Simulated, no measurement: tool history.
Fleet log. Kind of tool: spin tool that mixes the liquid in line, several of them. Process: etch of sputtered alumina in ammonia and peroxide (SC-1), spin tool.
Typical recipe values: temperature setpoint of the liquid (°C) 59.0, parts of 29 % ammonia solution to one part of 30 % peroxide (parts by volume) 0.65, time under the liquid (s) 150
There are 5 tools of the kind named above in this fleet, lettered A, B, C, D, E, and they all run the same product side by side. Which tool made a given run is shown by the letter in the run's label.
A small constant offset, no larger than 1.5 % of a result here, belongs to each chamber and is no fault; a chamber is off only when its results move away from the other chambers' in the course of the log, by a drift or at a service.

| run | hour | temperature setpoint of the liquid (°C) | parts of 29 % ammonia solution to one part of 30 % peroxide (parts by volume) | time under the liquid (s) | hours since the thermometer was replaced | hours since the ammonia flow meter was replaced | hours since the heated supply line was repaired | hours since the drum of ammonia solution was connected | read-back film thickness of the sputtered alumina reference wafer, read on the same gauge (nm) | thickness taken off the sputtered alumina on a monitor wafer (angstrom) |
|---|---|---|---|---|---|---|---|---|---|---|
| 1E | 3.3 | 59.0 | 0.65 | 150 | 404.2 | 116.2 | 256.1 | 72.7 | 99.982 | 96.667 |
| 2D | 7.0 | 59.0 | 0.65 | 150 | 921.2 | 175.6 | 1528.2 | 646.5 | 100.000 | 98.042 |
| 3A | 10.1 | 59.0 | 0.65 | 150 | 558.6 | 94.7 | 2734.7 | 368.4 | 99.931 | 95.746 |
| 4B | 16.5 | 59.0 | 0.65 | 150 | 1988.6 | 760.8 | 651.7 | 844.8 | 100.030 | 97.687 |
| 5C | 20.8 | 59.0 | 0.65 | 150 | 710.8 | 280.4 | 640.4 | 264.0 | 100.050 | 97.355 |
| 6A | 24.9 | 59.0 | 0.65 | 150 | 573.4 | 109.5 | 2749.5 | 383.2 | 99.970 | 95.816 |
| 7C | 31.7 | 59.0 | 0.65 | 150 | 721.7 | 291.3 | 651.3 | 274.9 | 100.020 | 95.776 |
| 8D | 35.1 | 59.0 | 0.65 | 150 | 949.3 | 203.7 | 1556.3 | 674.6 | 100.000 | 97.774 |
| 9E | 41.9 | 62.0 | 0.65 | 150 | 442.8 | 154.8 | 294.7 | 111.3 | 99.985 | 113.510 |
| 10B | 48.3 | 62.0 | 0.65 | 150 | 2020.4 | 792.6 | 683.5 | 876.6 | 99.973 | 112.920 |
| 11B | 53.6 | 62.0 | 0.65 | 150 | 2025.7 | 797.9 | 688.8 | 881.9 | 99.980 | 113.190 |
| 12E | 60.7 | 62.0 | 0.65 | 150 | 461.6 | 173.6 | 313.5 | 130.1 | 99.972 | 113.370 |
| 13D | 63.8 | 62.0 | 0.65 | 150 | 978.0 | 232.4 | 1585.0 | 703.3 | 99.989 | 114.290 |
| 14C | 69.9 | 59.0 | 0.65 | 150 | 759.9 | 329.5 | 689.5 | 313.1 | 100.020 | 96.038 |
| 15A | 73.0 | 59.0 | 0.65 | 150 | 621.5 | 157.6 | 2797.6 | 431.3 | 99.990 | 95.904 |
| 16E | 79.4 | 59.0 | 0.65 | 150 | 480.3 | 192.3 | 332.2 | 148.8 | 100.000 | 97.000 |
| 17C | 86.1 | 59.0 | 0.65 | 150 | 776.1 | 345.7 | 705.7 | 329.3 | 100.050 | 97.325 |
| 18B | 91.3 | 59.0 | 0.80 | 90 | 2063.4 | 835.6 | 726.5 | 919.6 | 100.010 | 59.545 |
| 19A | 98.0 | 59.0 | 0.80 | 90 | 646.5 | 182.6 | 2822.6 | 456.3 | 100.020 | 58.928 |
| 20D | 102.4 | 59.0 | 0.80 | 90 | 1016.6 | 271.0 | 1623.6 | 741.9 | 99.983 | 60.563 |
| 21D | 106.1 | 59.0 | 0.80 | 90 | 1020.3 | 274.7 | 1627.3 | 745.6 | 100.080 | 61.252 |
| 22A | 109.9 | 59.0 | 0.80 | 90 | 658.4 | 194.5 | 2834.5 | 468.2 | 99.983 | 58.936 |
|  | 115.6 | chamber C: ammonia flow meter replaced |
| 23E | 116.2 | 59.0 | 0.65 | 150 | 517.1 | 229.1 | 369.0 | 185.6 | 100.040 | 95.731 |
| 24C | 121.1 | 59.0 | 0.65 | 150 | 811.1 | 5.5 | 740.7 | 364.3 | 99.928 | 97.304 |
| 25B | 124.3 | 59.0 | 0.65 | 150 | 2096.4 | 868.6 | 759.5 | 952.6 | 99.983 | 96.837 |
| 26D | 127.5 | 63.5 | 0.65 | 150 | 1041.7 | 296.1 | 1648.7 | 767.0 | 99.972 | 126.380 |
| 27B | 133.3 | 63.5 | 0.65 | 150 | 2105.4 | 877.6 | 768.5 | 961.6 | 99.934 | 122.360 |
| 28A | 136.4 | 63.5 | 0.65 | 150 | 684.9 | 221.0 | 2861.0 | 494.7 | 100.030 | 119.600 |
| 29C | 143.0 | 63.5 | 0.65 | 150 | 833.0 | 27.4 | 762.6 | 386.2 | 99.926 | 121.710 |
| 30E | 146.3 | 63.5 | 0.65 | 150 | 547.2 | 259.2 | 399.1 | 215.7 | 99.944 | 121.430 |
| 31C | 151.2 | 59.0 | 0.65 | 150 | 841.2 | 35.6 | 770.8 | 394.4 | 99.987 | 96.782 |
| 32D | 157.5 | 59.0 | 0.65 | 150 | 1071.7 | 326.1 | 1678.7 | 797.0 | 99.959 | 101.840 |
| 33A | 162.7 | 59.0 | 0.65 | 150 | 711.2 | 247.3 | 2887.3 | 521.0 | 99.984 | 95.554 |
| 34E | 167.7 | 59.0 | 0.65 | 150 | 568.6 | 280.6 | 420.5 | 237.1 | 99.955 | 97.072 |
| 35B | 171.7 | 59.0 | 0.65 | 150 | 2143.8 | 916.0 | 806.9 | 1000.0 | 99.998 | 97.252 |
| 36E | 177.8 | 59.0 | 0.95 | 150 | 578.7 | 290.7 | 430.6 | 247.2 | 99.976 | 99.819 |
| 37B | 182.2 | 59.0 | 0.95 | 150 | 2154.3 | 926.5 | 817.4 | 1010.5 | 100.040 | 101.160 |
| 38C | 186.6 | 59.0 | 0.95 | 150 | 876.6 | 71.0 | 806.2 | 429.8 | 100.030 | 100.260 |

Decide between three cases: one chamber stands off from its peers, the gauge reading all wafers drifts, or nothing is wrong past each chamber's small offset. Where a chamber is off, say which and what most likely put it there.

Chamber D drifts away from the others.
What lies behind it: liquid hotter than its thermometer reads (K) = 1.05.

Which of the 4 candidates below, each the usual settings with something changed and its results left as question marks, puts chamber D back in line with what the other chambers give on the usual settings?
To be in line, a result may differ from the other chambers' mean on the usual settings by at most: thickness taken off the sputtered alumina on a monitor wafer (angstrom) 1.500
| 39D-1 | 191.7 | 59.0 | 0.65 | 160 |  |  |  |  |  | ? |
| 39D-2 | 191.7 | 58.0 | 0.65 | 140 |  |  |  |  |  | ? |
| 39D-3 | 191.7 | 60.0 | 0.65 | 160 |  |  |  |  |  | ? |
| 39D-4 | 191.7 | 58.5 | 0.65 | 145 |  |  |  |  |  | ? |

Other chambers, usual settings, mean: thickness taken off the sputtered alumina on a monitor wafer (angstrom) 96.666
| run | thickness taken off the sputtered alumina on a monitor wafer (angstrom) |
|---|---|
| 39D-1 | 110.130 |
| 39D-2 | 91.580 |
| 39D-3 | 115.910 |
| 39D-4 | 97.328 |
39D-4 puts the chamber back in line with the other chambers.
